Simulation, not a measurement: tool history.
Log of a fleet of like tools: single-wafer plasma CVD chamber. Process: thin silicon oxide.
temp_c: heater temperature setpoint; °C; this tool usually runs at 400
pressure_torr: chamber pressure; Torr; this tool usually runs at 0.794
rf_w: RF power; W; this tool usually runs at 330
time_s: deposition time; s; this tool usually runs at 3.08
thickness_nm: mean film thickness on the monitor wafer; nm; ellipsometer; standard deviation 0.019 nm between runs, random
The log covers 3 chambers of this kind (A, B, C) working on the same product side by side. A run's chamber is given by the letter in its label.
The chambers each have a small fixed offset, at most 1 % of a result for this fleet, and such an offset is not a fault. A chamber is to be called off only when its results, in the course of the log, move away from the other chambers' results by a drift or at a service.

run   hour  temp_c  pressure_torr  rf_w  time_s  hours since the last thermocouple change  hours since the last RF generator calibration  hours since the last manometer calibration  read-back reference wafer on the same gauge, thickness_nm  thickness_nm
 1C    8.5     400          0.794   330    3.08                                    2621.3                                          438.7                                      1048.2                                                     4.7628        5.8825
 2A   20.7     400          0.794   330    3.08                                     661.7                                         1359.4                                       301.5                                                     4.7609        5.8321
 3B   33.1     400          0.794   330    3.08                                     728.6                                         2010.6                                      1823.1                                                     4.7629        5.8229
 4A   47.1     400          0.794   330    3.08                                     688.1                                         1385.8                                       327.9                                                     4.7577        5.8117
 5C   58.0     400          0.794   330    3.08                                    2670.8                                          488.2                                      1097.7                                                     4.7619        5.8939
 6B   66.5     400          0.794   330    3.08                                     762.0                                         2044.0                                      1856.5                                                     4.7603        5.8033
 7B   80.2     400          0.794   330    3.08                                     775.7                                         2057.7                                      1870.2                                                     4.7579        5.8403
 8A   94.1     400          0.794   330    3.08                                     735.1                                         1432.8                                       374.9                                                     4.7578        5.8016
 9C  109.6     400          0.794   310    2.51                                    2722.4                                          539.8                                      1149.3                                                     4.7612        4.6700
10B  121.3     400          0.794   310    2.51                                     816.8                                         2098.8                                      1911.3                                                     4.7596        4.6384
11A  130.1     400          0.794   310    2.51                                     771.1                                         1468.8                                       410.9                                                     4.7609        4.6214
12C  142.4     400          0.794   330    3.08                                    2755.2                                          572.6                                      1182.1                                                     4.7604        5.8882
13B  155.4     400          0.794   330    3.08                                     850.9                                         2132.9                                      1945.4                                                     4.7611        5.8241
14C  170.6     400          0.794   330    3.08                                    2783.4                                          600.8                                      1210.3                                                     4.7606        5.8990
15A  185.4     400          0.794   330    3.08                                     826.4                                         1524.1                                       466.2                                                     4.7602        5.8171
     188.0  -- chamber C: thermocouple changed; heater temperature recalibrated
16B  199.1     400          0.794   330    3.08                                     894.6                                         2176.6                                      1989.1                                                     4.7619        5.8402
17A  212.2     400          0.794   330    3.08                                     853.2                                         1550.9                                       493.0                                                     4.7626        5.8217
18C  225.4     400          0.794   330    3.08                                      37.5                                          655.6                                      1265.1                                                     4.7620        5.9275
19A  241.6     400          0.794   350    3.08                                     882.6                                         1580.3                                       522.4                                                     4.7596        6.0101
20B  249.5     400          0.794   350    3.08                                     945.0                                         2227.0                                      2039.5                                                     4.7636        5.9448
21C  259.2     400          0.794   350    3.08                                      71.3                                          689.4                                      1298.9                                                     4.7623        6.0019
22A  266.6     400          0.794   330    3.08                                     907.6                                         1605.3                                       547.4                                                     4.7599        5.8793
23B  277.7     400          0.794   330    3.08                                     973.2                                         2255.2                                      2067.7                                                     4.7640        5.8087
24C  289.1     400          0.794   330    3.08                                     101.2                                          719.3                                      1328.8                                                     4.7585        5.8717
     291.0  -- chamber C: capacitance manometer re-zeroed and calibrated
25C  302.7     400          0.794   330    3.08                                     114.8                                          732.9                                        11.7                                                     4.7599        5.8844
     305.3  -- chamber B: capacitance manometer re-zeroed and calibrated
26A  316.9     400          0.794   330    3.08                                     957.9                                         1655.6                                       597.7                                                     4.7616        5.8725
27B  332.3     388          0.678   330    3.08                                    1027.8                                         2309.8                                        27.0                                                     4.7606        5.0343
28A  348.3     388          0.678   330    3.08                                     989.3                                         1687.0                                       629.1                                                     4.7603        5.1219
29B  360.8     388          0.678   330    3.08                                    1056.3                                         2338.3                                        55.5                                                     4.7588        5.0303
     362.4  -- chamber B: RF generator calibrated
30C  371.2     400          0.794   330    3.08                                     183.3                                          801.4                                        80.2                                                     4.7575        5.8474
     373.4  -- chamber A: thermocouple changed; heater temperature recalibrated
31C  381.0     400          0.794   330    3.08                                     193.1                                          811.2                                        90.0                                                     4.7599        5.8932
32B  393.2     400          0.794   330    3.08                                    1088.7                                           30.8                                        87.9                                                     4.7601        5.8205
33A  407.4     400          0.794   330    3.08                                      34.0                                         1746.1                                       688.2                                                     4.7574        5.9936
34C  419.9     400          0.794   330    3.08                                     232.0                                          850.1                                       128.9                                                     4.7637        5.9018

The same settings go to every chamber for the next run, one line per chamber below. Forecast the results for each:
35A  431.6     400          0.977   330    3.08                                                                                                                                                                                                             ?
35B  431.6     400          0.977   330    3.08                                                                                                                                                                                                             ?
35C  431.6     400          0.977   330    3.08                                                                                                                                                                                                             ?

run  thickness_nm
35A        7.0799
35B        6.9730
35C        7.0276

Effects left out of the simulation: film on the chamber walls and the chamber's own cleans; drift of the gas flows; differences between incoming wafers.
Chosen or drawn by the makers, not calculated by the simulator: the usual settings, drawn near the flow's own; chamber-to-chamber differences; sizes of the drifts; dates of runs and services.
